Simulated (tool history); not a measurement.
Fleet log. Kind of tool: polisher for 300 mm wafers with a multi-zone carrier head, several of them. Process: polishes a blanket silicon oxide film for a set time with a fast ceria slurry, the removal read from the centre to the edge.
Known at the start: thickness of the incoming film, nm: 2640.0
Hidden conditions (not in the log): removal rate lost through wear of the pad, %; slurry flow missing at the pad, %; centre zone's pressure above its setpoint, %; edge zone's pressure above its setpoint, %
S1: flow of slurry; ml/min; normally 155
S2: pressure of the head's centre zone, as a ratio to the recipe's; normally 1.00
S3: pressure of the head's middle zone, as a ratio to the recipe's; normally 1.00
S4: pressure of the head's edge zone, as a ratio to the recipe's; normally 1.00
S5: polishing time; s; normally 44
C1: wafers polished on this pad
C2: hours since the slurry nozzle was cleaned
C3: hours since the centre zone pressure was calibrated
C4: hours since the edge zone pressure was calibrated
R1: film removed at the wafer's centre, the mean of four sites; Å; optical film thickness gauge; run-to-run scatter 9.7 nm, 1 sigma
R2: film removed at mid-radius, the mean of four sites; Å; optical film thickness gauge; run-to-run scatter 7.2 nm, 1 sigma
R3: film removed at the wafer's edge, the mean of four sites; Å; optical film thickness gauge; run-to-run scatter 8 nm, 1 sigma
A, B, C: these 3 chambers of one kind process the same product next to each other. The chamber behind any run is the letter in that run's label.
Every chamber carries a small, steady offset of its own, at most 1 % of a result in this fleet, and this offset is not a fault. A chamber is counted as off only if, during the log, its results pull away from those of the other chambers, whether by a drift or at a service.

run 1A day=0.438 | S1=155 S2=1.00 S3=1.00 S4=1.00 S5=44 | C1=819 C2=171.6 C3=479.4 C4=442.2 | R1=6920.0 R2=7092.4 R3=7060.9
-- day=0.475 chamber A: centre zone pressure recalibrated
-- day=0.488 chamber A: worn pad replaced by a new one
run 2C day=1.038 | S1=155 S2=1.00 S3=1.00 S4=1.00 S5=44 | C1=397 C2=224.0 C3=32.3 C4=401.8 | R1=6838.6 R2=6991.7 R3=6904.8
run 3B day=1.321 | S1=155 S2=1.00 S3=1.00 S4=1.00 S5=44 | C1=998 C2=189.0 C3=261.7 C4=212.7 | R1=6759.0 R2=6994.5 R3=6979.9
run 4A day=1.608 | S1=155 S2=1.00 S3=1.00 S4=1.00 S5=44 | C1=331 C2=199.7 C3=27.2 C4=470.3 | R1=6970.2 R2=6977.1 R3=6984.9
run 5C day=1.900 | S1=155 S2=1.00 S3=1.00 S4=1.00 S5=44 | C1=652 C2=244.7 C3=53.0 C4=422.5 | R1=7075.2 R2=6981.4 R3=6973.1
run 6B day=2.446 | S1=155 S2=1.00 S3=1.00 S4=1.00 S5=44 | C1=1330 C2=216.0 C3=288.7 C4=239.7 | R1=7048.2 R2=6973.0 R3=6964.4
-- day=2.754 chamber C: edge zone pressure recalibrated
run 7B day=2.783 | S1=155 S2=1.12 S3=1.00 S4=1.00 S5=53 | C1=1429 C2=224.1 C3=296.8 C4=247.8 | R1=9502.7 R2=8473.6 R3=8185.4
-- day=2.862 chamber B: worn pad replaced by a new one
-- day=2.871 chamber A: slurry nozzle cleaned
-- day=2.938 chamber C: worn pad replaced by a new one
run 8C day=3.146 | S1=155 S2=1.12 S3=1.00 S4=1.00 S5=53 | C1=61 C2=274.6 C3=82.9 C4=9.5 | R1=9640.4 R2=8573.1 R3=8360.8
-- day=3.458 chamber A: worn pad replaced by a new one
run 9A day=3.692 | S1=155 S2=1.12 S3=1.00 S4=1.00 S5=53 | C1=69 C2=19.7 C3=77.2 C4=520.3 | R1=9629.6 R2=8435.7 R3=8495.2
run 10C day=4.104 | S1=155 S2=1.00 S3=1.00 S4=1.00 S5=44 | C1=344 C2=297.6 C3=105.9 C4=32.5 | R1=7033.8 R2=7018.5 R3=7157.9
-- day=4.583 chamber C: slurry nozzle cleaned
run 11A day=4.608 | S1=155 S2=1.00 S3=1.00 S4=1.00 S5=44 | C1=339 C2=41.7 C3=99.2 C4=542.3 | R1=6997.0 R2=7006.9 R3=7117.8
run 12B day=5.150 | S1=155 S2=1.00 S3=1.00 S4=1.00 S5=44 | C1=674 C2=280.9 C3=353.6 C4=304.6 | R1=7148.1 R2=7035.0 R3=7024.9
run 13A day=5.462 | S1=155 S2=1.00 S3=1.00 S4=1.00 S5=44 | C1=591 C2=62.2 C3=119.7 C4=562.8 | R1=6962.1 R2=6958.2 R3=7086.2
run 14B day=5.817 | S1=155 S2=1.00 S3=1.00 S4=1.00 S5=44 | C1=871 C2=296.9 C3=369.6 C4=320.6 | R1=6835.4 R2=6989.0 R3=7109.1
-- day=6.250 chamber C: worn pad replaced by a new one
run 15C day=6.304 | S1=155 S2=1.00 S3=1.00 S4=1.00 S5=44 | C1=17 C2=41.3 C3=158.7 C4=85.3 | R1=7075.5 R2=7089.4 R3=7281.1
-- day=6.625 chamber A: worn pad replaced by a new one
run 16A day=6.771 | S1=155 S2=1.00 S3=1.00 S4=1.00 S5=44 | C1=44 C2=93.6 C3=151.1 C4=594.2 | R1=6991.3 R2=6920.8 R3=7032.1
-- day=6.896 chamber B: worn pad replaced by a new one
run 17B day=7.279 | S1=155 S2=1.00 S3=1.00 S4=1.00 S5=44 | C1=114 C2=332.0 C3=404.7 C4=355.7 | R1=7140.6 R2=6992.8 R3=6913.4
-- day=7.362 chamber A: edge zone pressure recalibrated
run 18C day=7.800 | S1=155 S2=1.00 S3=1.00 S4=1.00 S5=44 | C1=458 C2=77.2 C3=194.6 C4=121.2 | R1=6943.8 R2=7016.0 R3=7292.5
run 19C day=8.183 | S1=155 S2=1.00 S3=1.00 S4=1.11 S5=56 | C1=571 C2=86.4 C3=203.8 C4=130.4 | R1=8877.2 R2=8961.1 R3=9423.2
run 20B day=8.725 | S1=155 S2=1.00 S3=1.00 S4=1.11 S5=56 | C1=540 C2=366.7 C3=439.4 C4=390.4 | R1=8744.9 R2=8797.7 R3=9072.6
run 21A day=9.262 | S1=155 S2=1.00 S3=1.00 S4=1.11 S5=56 | C1=778 C2=153.4 C3=210.9 C4=45.7 | R1=8793.4 R2=8747.8 R3=9368.0
-- day=9.567 chamber C: worn pad replaced by a new one
-- day=9.721 chamber A: worn pad replaced by a new one
run 22B day=9.875 | S1=155 S2=1.00 S3=1.08 S4=1.00 S5=44 | C1=879 C2=394.3 C3=467.0 C4=418.0 | R1=6651.3 R2=7472.7 R3=6993.5
run 23C day=10.192 | S1=155 S2=1.00 S3=1.08 S4=1.00 S5=44 | C1=185 C2=134.6 C3=252.0 C4=178.6 | R1=6982.9 R2=7541.0 R3=7144.2
run 24A day=10.612 | S1=155 S2=1.00 S3=1.08 S4=1.00 S5=44 | C1=263 C2=185.8 C3=243.3 C4=78.1 | R1=6758.9 R2=7565.9 R3=7076.0
-- day=11.117 chamber B: worn pad replaced by a new one
run 25B day=11.238 | S1=155 S2=1.00 S3=1.00 S4=1.00 S5=44 | C1=36 C2=427.0 C3=499.7 C4=450.7 | R1=6564.8 R2=6878.8 R3=6786.4
run 26C day=11.558 | S1=155 S2=1.00 S3=1.00 S4=1.00 S5=44 | C1=588 C2=167.4 C3=284.8 C4=211.4 | R1=7224.3 R2=7000.7 R3=7062.6
-- day=11.612 chamber A: slurry nozzle cleaned
run 27A day=12.042 | S1=155 S2=0.96 S3=1.00 S4=1.00 S5=53 | C1=684 C2=10.3 C3=277.6 C4=112.4 | R1=8172.5 R2=8422.9 R3=8454.0
run 28C day=12.504 | S1=155 S2=0.96 S3=1.00 S4=1.00 S5=53 | C1=867 C2=190.1 C3=307.5 C4=234.1 | R1=7965.1 R2=8594.3 R3=8539.5
-- day=12.825 chamber C: worn pad replaced by a new one
run 29B day=12.996 | S1=155 S2=0.96 S3=1.00 S4=1.00 S5=53 | C1=554 C2=469.2 C3=541.9 C4=492.9 | R1=7651.1 R2=7969.5 R3=8259.5
-- day=13.121 chamber A: worn pad replaced by a new one
run 30A day=13.292 | S1=155 S2=1.00 S3=1.00 S4=1.00 S5=44 | C1=50 C2=40.3 C3=307.6 C4=142.4 | R1=6899.0 R2=7124.8 R3=7093.7
run 31C day=13.867 | S1=155 S2=1.00 S3=1.00 S4=1.00 S5=44 | C1=307 C2=222.8 C3=340.2 C4=266.8 | R1=6911.7 R2=7067.4 R3=6955.1
run 32A day=14.346 | S1=155 S2=1.00 S3=1.00 S4=1.00 S5=44 | C1=361 C2=65.6 C3=332.9 C4=167.7 | R1=6828.0 R2=7065.5 R3=7002.7
-- day=14.608 chamber C: slurry nozzle cleaned
run 33B day=14.729 | S1=155 S2=1.00 S3=1.00 S4=1.00 S5=44 | C1=1066 C2=510.8 C3=583.5 C4=534.5 | R1=6401.4 R2=6574.9 R3=6794.5
-- day=14.900 chamber B: edge zone pressure recalibrated
run 34B day=15.108 | S1=155 S2=1.05 S3=1.08 S4=1.00 S5=44 | C1=1177 C2=519.9 C3=592.6 C4=5.1 | R1=6585.5 R2=6924.4 R3=6650.2
run 35A day=15.429 | S1=155 S2=1.05 S3=1.08 S4=1.00 S5=44 | C1=680 C2=91.6 C3=358.9 C4=193.7 | R1=7485.3 R2=7470.4 R3=7090.8
run 36C day=15.938 | S1=155 S2=1.05 S3=1.08 S4=1.00 S5=44 | C1=918 C2=32.0 C3=389.9 C4=316.5 | R1=7217.1 R2=7495.4 R3=6970.6

Next, every chamber runs the same settings. What will each give?
run 37A day=16.383 | S1=155 S2=1.00 S3=1.00 S4=1.00 S5=44 | R1=? R2=? R3=?
run 37B day=16.383 | S1=155 S2=1.00 S3=1.00 S4=1.00 S5=44 | R1=? R2=? R3=?
run 37C day=16.383 | S1=155 S2=1.00 S3=1.00 S4=1.00 S5=44 | R1=? R2=? R3=?

run=37A R1=6893.6 R2=7137.5 R3=7036.0
run=37B R1=6087.5 R2=6293.8 R3=6480.7
run=37C R1=6980.7 R2=7159.0 R3=6929.8
